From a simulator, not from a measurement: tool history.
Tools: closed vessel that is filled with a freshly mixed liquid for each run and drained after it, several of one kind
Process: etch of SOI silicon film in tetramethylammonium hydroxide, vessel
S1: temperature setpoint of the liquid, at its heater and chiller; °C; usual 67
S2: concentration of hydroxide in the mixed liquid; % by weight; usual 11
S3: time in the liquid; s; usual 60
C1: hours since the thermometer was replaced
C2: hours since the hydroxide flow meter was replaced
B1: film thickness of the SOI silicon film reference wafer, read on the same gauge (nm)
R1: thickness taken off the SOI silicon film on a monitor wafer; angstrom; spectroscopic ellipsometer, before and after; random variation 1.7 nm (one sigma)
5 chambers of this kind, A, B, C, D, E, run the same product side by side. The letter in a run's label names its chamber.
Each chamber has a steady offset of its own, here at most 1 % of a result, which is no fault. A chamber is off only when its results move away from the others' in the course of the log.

| run | hour | S1 | S2 | S3 | C1 | C2 | B1 | R1 |
|---|---|---|---|---|---|---|---|---|
| 1E | 4.4 | 67 | 11 | 60 | 579.4 | 1086.9 | 30.022 | 3375.7 |
| 2D | 9.6 | 67 | 11 | 60 | 423 | 1729.9 | 30.029 | 3386.7 |
| 3A | 16.3 | 67 | 11 | 60 | 882.9 | 287.4 | 30.044 | 3363.9 |
| 4C | 23.4 | 67 | 11 | 60 | 1305.9 | 1141.9 | 29.944 | 3430.5 |
| 5B | 27.6 | 67 | 11 | 60 | 379.6 | 229.8 | 29.954 | 3378.9 |
| 6E | 34.1 | 67 | 11 | 60 | 609.1 | 1116.6 | 29.998 | 3369.2 |
| 7D | 42.1 | 59.5 | 11 | 30 | 455.5 | 1762.4 | 30.01 | 1068.9 |
| 8A | 50 | 59.5 | 11 | 30 | 916.6 | 321.1 | 29.953 | 1071.7 |
| 9C | 54.5 | 59.5 | 11 | 30 | 1337 | 1173 | 29.992 | 1073.9 |
| 10B | 61.7 | 59.5 | 11 | 30 | 413.7 | 263.9 | 29.995 | 1088.5 |
| 11A | 69.4 | 59.5 | 11 | 30 | 936 | 340.5 | 30.006 | 1062 |
|  | 73.4 | chamber E: hydroxide flow meter replaced |
| 12B | 76.1 | 67 | 11 | 60 | 428.1 | 278.3 | 30.035 | 3411.5 |
| 13D | 80.1 | 67 | 11 | 60 | 493.5 | 1800.4 | 29.999 | 3394.4 |
| 14E | 85.4 | 67 | 11 | 60 | 660.4 | 12 | 30.013 | 3403.9 |
| 15C | 91.5 | 63 | 9.5 | 60 | 1374 | 1210 | 30.054 | 2829.1 |
| 16E | 98.9 | 63 | 9.5 | 60 | 673.9 | 25.5 | 29.986 | 2842.1 |
| 17C | 104.1 | 63 | 9.5 | 60 | 1386.6 | 1222.6 | 30.008 | 2802.6 |
| 18D | 110.1 | 63 | 9.5 | 60 | 523.5 | 1830.4 | 30.013 | 2827.8 |
| 19B | 116.7 | 63 | 9.5 | 60 | 468.7 | 318.9 | 30.034 | 2839.7 |
| 20A | 121.4 | 67 | 11 | 60 | 988 | 392.5 | 30.004 | 3357.6 |
| 21C | 129 | 67 | 11 | 60 | 1411.5 | 1247.5 | 30.033 | 3394.8 |
| 22A | 133 | 73 | 11 | 60 | 999.6 | 404.1 | 29.938 | 4814.2 |
| 23E | 141.1 | 73 | 11 | 60 | 716.1 | 67.7 | 30.011 | 4874.3 |
| 24B | 146.3 | 73 | 11 | 60 | 498.3 | 348.5 | 30.003 | 4825 |
| 25D | 150.6 | 73 | 11 | 60 | 564 | 1870.9 | 30.028 | 4811.2 |
| 26A | 154.6 | 73 | 11 | 60 | 1021.2 | 425.7 | 30.039 | 4782.6 |
| 27E | 162.1 | 67 | 11 | 60 | 737.1 | 88.7 | 29.995 | 3510.5 |
| 28C | 168.5 | 67 | 11 | 60 | 1451 | 1287 | 29.997 | 3409.5 |
|  | 170.9 | chamber B: thermometer replaced |
| 29B | 177.1 | 67 | 11 | 60 | 6.2 | 379.3 | 30.022 | 3383.2 |
| 30D | 183.4 | 74.5 | 11 | 60 | 596.8 | 1903.7 | 29.995 | 5241.9 |
| 31C | 190.3 | 74.5 | 11 | 60 | 1472.8 | 1308.8 | 29.985 | 5216.9 |
| 32B | 198 | 74.5 | 11 | 60 | 27.1 | 400.2 | 29.985 | 5283.9 |
| 33D | 202.3 | 74.5 | 11 | 60 | 615.7 | 1922.6 | 29.967 | 5238.4 |
| 34E | 207.9 | 74.5 | 11 | 60 | 782.9 | 134.5 | 29.957 | 5416.3 |
| 35A | 215.6 | 67 | 11 | 60 | 1082.2 | 486.7 | 30.002 | 3373.4 |
| 36C | 221.1 | 67 | 11 | 60 | 1503.6 | 1339.6 | 29.999 | 3359.3 |
| 37A | 225.4 | 71 | 11 | 75 | 1092 | 496.5 | 30.003 | 5326.6 |
| 38B | 233.5 | 71 | 11 | 75 | 62.6 | 435.7 | 30.02 | 5316.4 |
| 39E | 239.5 | 71 | 11 | 75 | 814.5 | 166.1 | 30.023 | 5613.3 |
| 40D | 246.9 | 71 | 11 | 75 | 660.3 | 1967.2 | 29.992 | 5344.8 |
| 41A | 251 | 71 | 11 | 75 | 1117.6 | 522.1 | 30.015 | 5326 |

Is one chamber off against the others, does the gauge drift, or is nothing wrong? If a chamber is off, say which, and what the likeliest cause is.

Chamber E drifts away from the others.
Cause: liquid hotter than its thermometer reads (K) = 1.15.

Here are 4 candidates for chamber E's next run, each the usual settings with a change, their results left as question marks. Which one brings its results back in line with what the others give on the usual settings?
In line means no further than this from the other chambers' mean on the usual settings: R1 60 angstrom
| 42E-1 | 257.1 | 66.5 | 11 | 60 |  |  |  | ? |
| 42E-2 | 257.1 | 66 | 11 | 60 |  |  |  | ? |
| 42E-3 | 257.1 | 67.5 | 11 | 60 |  |  |  | ? |
| 42E-4 | 257.1 | 68 | 11 | 60 |  |  |  | ? |

The other chambers' mean on the usual settings: R1 3393.3 angstrom
| run | R1 |
|---|---|
| 42E-1 | 3509 |
| 42E-2 | 3405.9 |
| 42E-3 | 3719.1 |
| 42E-4 | 3828.3 |
42E-2 brings the chamber back in line.

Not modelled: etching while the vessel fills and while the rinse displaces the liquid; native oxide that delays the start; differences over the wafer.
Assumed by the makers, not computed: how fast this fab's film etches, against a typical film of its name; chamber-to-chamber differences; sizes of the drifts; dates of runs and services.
